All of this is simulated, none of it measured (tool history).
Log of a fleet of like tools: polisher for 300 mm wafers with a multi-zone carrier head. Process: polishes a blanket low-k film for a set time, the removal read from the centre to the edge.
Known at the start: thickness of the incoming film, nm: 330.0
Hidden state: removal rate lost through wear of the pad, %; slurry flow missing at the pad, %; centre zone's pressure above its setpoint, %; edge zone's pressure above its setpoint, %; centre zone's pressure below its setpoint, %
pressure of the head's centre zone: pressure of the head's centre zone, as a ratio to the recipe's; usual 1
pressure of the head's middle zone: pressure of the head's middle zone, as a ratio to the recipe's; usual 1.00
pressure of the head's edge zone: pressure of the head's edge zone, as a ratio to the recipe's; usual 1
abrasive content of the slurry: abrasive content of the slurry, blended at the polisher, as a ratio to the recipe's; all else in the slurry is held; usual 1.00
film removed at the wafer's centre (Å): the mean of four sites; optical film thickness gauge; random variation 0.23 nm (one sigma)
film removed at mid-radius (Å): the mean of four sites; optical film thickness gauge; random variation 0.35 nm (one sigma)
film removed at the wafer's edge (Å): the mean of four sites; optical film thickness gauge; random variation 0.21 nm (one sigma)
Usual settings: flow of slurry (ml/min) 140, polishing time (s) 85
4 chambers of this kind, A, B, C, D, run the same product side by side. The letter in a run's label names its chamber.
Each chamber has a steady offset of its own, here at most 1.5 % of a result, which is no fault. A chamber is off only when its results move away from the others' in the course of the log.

| run | hour | flow of slurry (ml/min) | pressure of the head's centre zone | pressure of the head's middle zone | pressure of the head's edge zone | abrasive content of the slurry | polishing time (s) | wafers polished on this pad | hours since the slurry nozzle was cleaned | hours since the centre zone pressure was calibrated | hours since the edge zone pressure was calibrated | film removed at the wafer's centre (Å) | film removed at mid-radius (Å) | film removed at the wafer's edge (Å) |
|---|---|---|---|---|---|---|---|---|---|---|---|---|---|---|
| 1C | 7.2 | 140 | 1 | 1.00 | 1 | 1.00 | 85 | 312 | 666.8 | 252.6 | 290.6 | 288.73 | 290.21 | 291.84 |
| 2B | 13.3 | 140 | 1 | 1.00 | 1 | 1.00 | 85 | 1037 | 128.1 | 129.6 | 67.7 | 291.09 | 298.83 | 292.66 |
| 3D | 19.7 | 140 | 1 | 1.00 | 1 | 1.00 | 85 | 492 | 979.8 | 383.5 | 97.6 | 286.40 | 288.09 | 290.71 |
| 4A | 26.8 | 140 | 1 | 1.00 | 1 | 1.00 | 85 | 988 | 34.8 | 625.5 | 485.2 | 291.20 | 292.90 | 295.19 |
| 5B | 32.2 | 140 | 1 | 1.00 | 1 | 1.00 | 85 | 1292 | 147.0 | 148.5 | 86.6 | 291.39 | 298.79 | 290.50 |
|  | 34.8 | chamber D: worn pad replaced by a new one |
|  | 35.1 | chamber D: slurry nozzle cleaned |
|  | 36.8 | chamber C: worn pad replaced by a new one |
| 6C | 38.2 | 140 | 1 | 1.00 | 1 | 1.00 | 85 | 19 | 697.8 | 283.6 | 321.6 | 291.01 | 291.91 | 290.54 |
| 7A | 41.9 | 105 | 1 | 1.00 | 1 | 0.75 | 85 | 1192 | 49.9 | 640.6 | 500.3 | 234.51 | 237.52 | 244.42 |
|  | 45.2 | chamber A: worn pad replaced by a new one |
| 8D | 46.3 | 105 | 1 | 1.00 | 1 | 0.75 | 85 | 155 | 11.3 | 410.1 | 124.2 | 234.87 | 238.75 | 241.54 |
|  | 48.7 | chamber B: worn pad replaced by a new one |
| 9D | 54.2 | 105 | 1 | 1.00 | 1 | 0.75 | 85 | 261 | 19.2 | 418.0 | 132.1 | 235.60 | 238.92 | 245.01 |
| 10C | 61.8 | 105 | 1 | 1.00 | 1 | 0.75 | 85 | 336 | 721.4 | 307.2 | 345.2 | 232.21 | 239.60 | 243.43 |
| 11B | 66.5 | 140 | 1 | 1.00 | 1 | 1.00 | 85 | 240 | 181.3 | 182.8 | 120.9 | 291.25 | 296.42 | 290.85 |
| 12A | 72.5 | 140 | 1 | 1.00 | 1 | 1.00 | 85 | 367 | 80.5 | 671.2 | 530.9 | 294.06 | 291.68 | 293.73 |
| 13C | 77.2 | 140 | 1 | 1.00 | 1 | 1.00 | 85 | 544 | 736.8 | 322.6 | 360.6 | 287.43 | 295.00 | 291.45 |
| 14A | 83.2 | 140 | 1 | 1.00 | 1 | 1.00 | 85 | 511 | 91.2 | 681.9 | 541.6 | 289.83 | 290.02 | 293.91 |
|  | 84.2 | chamber D: worn pad replaced by a new one |
|  | 88.4 | chamber C: worn pad replaced by a new one |
| 15B | 90.0 | 140 | 1 | 1.00 | 1 | 1.00 | 85 | 556 | 204.8 | 206.3 | 144.4 | 293.56 | 293.96 | 290.51 |
|  | 94.7 | chamber B: slurry nozzle cleaned |
| 16D | 97.4 | 140 | 1 | 1.07 | 1 | 1.30 | 85 | 178 | 62.4 | 461.2 | 175.3 | 327.19 | 353.83 | 323.31 |
| 17C | 105.4 | 140 | 1 | 1.07 | 1 | 1.30 | 85 | 230 | 765.0 | 350.8 | 388.8 | 310.64 | 346.63 | 320.97 |
| 18D | 112.9 | 140 | 1 | 1.07 | 1 | 1.30 | 85 | 387 | 77.9 | 476.7 | 190.8 | 326.83 | 349.21 | 325.19 |
|  | 113.0 | chamber A: centre zone pressure recalibrated |
| 19B | 116.4 | 140 | 1 | 1.07 | 1 | 1.30 | 85 | 911 | 21.7 | 232.7 | 170.8 | 326.88 | 353.10 | 327.65 |
|  | 121.5 | chamber A: worn pad replaced by a new one |
| 20A | 124.3 | 140 | 1 | 1.00 | 1 | 1.00 | 85 | 37 | 132.3 | 11.4 | 582.7 | 288.13 | 299.18 | 294.74 |
| 21D | 128.5 | 140 | 1 | 1.00 | 1 | 1.00 | 85 | 597 | 93.5 | 492.3 | 206.4 | 294.10 | 297.31 | 285.45 |
|  | 131.7 | chamber D: worn pad replaced by a new one |
| 22C | 133.5 | 140 | 1 | 1.00 | 1 | 1.00 | 85 | 608 | 793.1 | 378.9 | 416.9 | 276.58 | 292.20 | 290.62 |
|  | 138.1 | chamber B: worn pad replaced by a new one |
|  | 141.4 | chamber C: worn pad replaced by a new one |
| 23A | 141.4 | 140 | 1 | 1.00 | 1 | 1.00 | 85 | 267 | 149.4 | 28.5 | 599.8 | 289.01 | 293.19 | 293.31 |
| 24B | 146.2 | 140 | 1 | 1.00 | 1 | 1.00 | 85 | 109 | 51.5 | 262.5 | 200.6 | 291.45 | 288.58 | 292.62 |
| 25D | 151.9 | 140 | 1 | 1.00 | 1 | 1.00 | 102 | 271 | 116.9 | 515.7 | 229.8 | 348.38 | 348.39 | 352.76 |
| 26B | 158.8 | 140 | 1 | 1.00 | 1 | 1.00 | 102 | 279 | 64.1 | 275.1 | 213.2 | 351.82 | 353.82 | 351.16 |
| 27C | 162.2 | 140 | 1 | 1.00 | 1 | 1.00 | 102 | 280 | 821.8 | 407.6 | 445.6 | 319.57 | 355.48 | 347.99 |
| 28A | 169.3 | 140 | 1 | 1.00 | 1 | 1.00 | 102 | 643 | 177.3 | 56.4 | 627.7 | 347.71 | 361.78 | 354.06 |
| 29A | 176.2 | 140 | 1 | 1.00 | 1 | 1.00 | 85 | 736 | 184.2 | 63.3 | 634.6 | 291.84 | 290.54 | 292.88 |
| 30B | 183.1 | 140 | 1 | 1.00 | 1 | 1.00 | 85 | 606 | 88.4 | 299.4 | 237.5 | 295.17 | 295.60 | 291.12 |
|  | 186.3 | chamber D: worn pad replaced by a new one |
| 31D | 187.0 | 140 | 1 | 1.00 | 1 | 1.00 | 85 | 10 | 152.0 | 550.8 | 264.9 | 289.93 | 288.63 | 287.87 |
| 32C | 192.1 | 140 | 1 | 1.00 | 1 | 1.00 | 85 | 682 | 851.7 | 437.5 | 475.5 | 267.27 | 297.56 | 293.78 |
|  | 194.4 | chamber C: worn pad replaced by a new one |
|  | 196.5 | chamber A: worn pad replaced by a new one |
| 33D | 198.3 | 140 | 1 | 1.00 | 1 | 1.00 | 85 | 162 | 163.3 | 562.1 | 276.2 | 289.45 | 286.46 | 286.15 |
| 34C | 205.1 | 140 | 1 | 1.00 | 1 | 1.00 | 85 | 144 | 864.7 | 450.5 | 488.5 | 263.96 | 291.43 | 291.42 |
| 35A | 209.5 | 140 | 1 | 1.00 | 1 | 1.00 | 85 | 175 | 217.5 | 96.6 | 667.9 | 288.72 | 288.50 | 289.23 |
| 36B | 215.4 | 140 | 1 | 1.00 | 1 | 1.00 | 85 | 1041 | 120.7 | 331.7 | 269.8 | 290.02 | 295.53 | 292.25 |
| 37D | 221.1 | 140 | 1 | 1.00 | 1 | 1.00 | 85 | 469 | 186.1 | 584.9 | 299.0 | 291.92 | 289.97 | 294.80 |
| 38B | 227.1 | 140 | 1 | 1.00 | 1 | 1.00 | 85 | 1198 | 132.4 | 343.4 | 281.5 | 293.66 | 296.03 | 290.82 |

Next, every chamber runs the same settings. What will each give?
| 39A | 232.9 | 140 | 1 | 1.00 | 1 | 1.00 | 85 |  |  |  |  | ? | ? | ? |
| 39B | 232.9 | 140 | 1 | 1.00 | 1 | 1.00 | 85 |  |  |  |  | ? | ? | ? |
| 39C | 232.9 | 140 | 1 | 1.00 | 1 | 1.00 | 85 |  |  |  |  | ? | ? | ? |
| 39D | 232.9 | 140 | 1 | 1.00 | 1 | 1.00 | 85 |  |  |  |  | ? | ? | ? |

| run | film removed at the wafer's centre (Å) | film removed at mid-radius (Å) | film removed at the wafer's edge (Å) |
|---|---|---|---|
| 39A | 293.19 | 291.22 | 293.25 |
| 39B | 292.23 | 286.07 | 289.62 |
| 39C | 255.93 | 297.88 | 290.11 |
| 39D | 293.18 | 290.38 | 288.25 |
